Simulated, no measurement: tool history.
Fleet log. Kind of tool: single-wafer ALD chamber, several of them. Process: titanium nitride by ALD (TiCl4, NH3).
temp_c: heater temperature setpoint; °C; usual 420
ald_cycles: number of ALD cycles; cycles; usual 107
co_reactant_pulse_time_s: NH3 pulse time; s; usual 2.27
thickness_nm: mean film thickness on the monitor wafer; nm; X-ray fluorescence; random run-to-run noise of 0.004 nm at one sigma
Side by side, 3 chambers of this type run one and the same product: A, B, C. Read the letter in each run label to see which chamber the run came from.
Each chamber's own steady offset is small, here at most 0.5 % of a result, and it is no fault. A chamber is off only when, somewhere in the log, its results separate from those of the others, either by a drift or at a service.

run	hour	temp_c	ald_cycles	co_reactant_pulse_time_s	hours since the last thermocouple change	read-back reference wafer on the same gauge, thickness_nm	thickness_nm
1A	3	420	107	2.27	62.3	2.3505	2.3737
2C	7.7	420	107	2.27	1026.1	2.3487	2.3733
3B	11	420	107	2.27	1783.6	2.3489	2.3963
4A	17.7	420	107	2.27	77	2.3479	2.3776
5C	23.5	420	107	2.27	1041.9	2.3487	2.3767
6B	28.1	420	107	2.27	1800.7	2.3469	2.3926
7B	33.8	420	107	2.27	1806.4	2.3469	2.3924
8A	37.1	420	107	2.27	96.4	2.348	2.3727
9C	41	420	107	2.27	1059.4	2.3471	2.3657
10B	46.9	420	107	2.27	1819.5	2.3457	2.3884
11C	50.7	420	107	2.27	1069.1	2.3457	2.3751
12A	56.7	420	107	2.27	116	2.3449	2.3704
13A	62.5	420	107	2.27	121.8	2.3443	2.3742
14C	67	420	107	2.27	1085.4	2.345	2.3693
15B	71.7	420	107	2.27	1844.3	2.3441	2.3945
16C	77.2	420	107	2.27	1095.6	2.3439	2.3705
17A	83.9	420	107	2.27	143.2	2.3435	2.3724
18B	87.6	420	107	2.27	1860.2	2.3425	2.3949
19A	90.7	420	107	2.27	150	2.343	2.3637
20B	97.6	420	107	2.27	1870.2	2.3419	2.3892
21C	103.9	420	107	2.27	1122.3	2.3425	2.3683
22C	108.7	420	107	2.27	1127.1	2.3417	2.3655
23A	112.4	420	107	2.27	171.7	2.3416	2.3694
24B	118.1	420	107	2.27	1890.7	2.3417	2.3897
25B	121.3	420	107	2.27	1893.9	2.3418	2.384
26A	126.1	420	107	2.27	185.4	2.3407	2.3711
27C	130.2	430	88	2.27	1148.6	2.3405	1.9512
28A	137	430	88	2.27	196.3	2.3394	1.9534
29B	143.8	430	88	2.27	1916.4	2.3396	1.9711
30C	149.3	420	107	2.27	1167.7	2.3378	2.3619
31A	155.4	420	107	2.27	214.7	2.3368	2.3608
32C	158.6	420	107	3.14	1177	2.3375	2.3837
33B	164.7	420	107	3.14	1937.3	2.3374	2.4006
34B	168.6	420	107	3.14	1941.2	2.3366	2.4005
35A	174.7	420	107	2.27	234	2.3355	2.368
36C	180.6	420	107	2.27	1199	2.3369	2.3647
37C	187.1	420	107	2.27	1205.5	2.3358	2.3518
38A	190.7	420	107	2.27	250	2.3348	2.3579
39B	195.3	420	107	2.27	1967.9	2.3349	2.383
40C	199.4	407	107	2.61	1217.8	2.3346	2.3624
41A	204.6	407	107	2.61	263.9	2.3346	2.3582

Has any chamber moved away from the others, gradually or after a service, or does the common gauge drift, or do the chambers differ only by their own small steady offsets? State the chamber and the most likely cause if one applies.

It is the gauge, not a chamber: its drift shows up in every chamber's results at once, and no chamber is off.
Cause: gauge reads low (%) = 0.68.
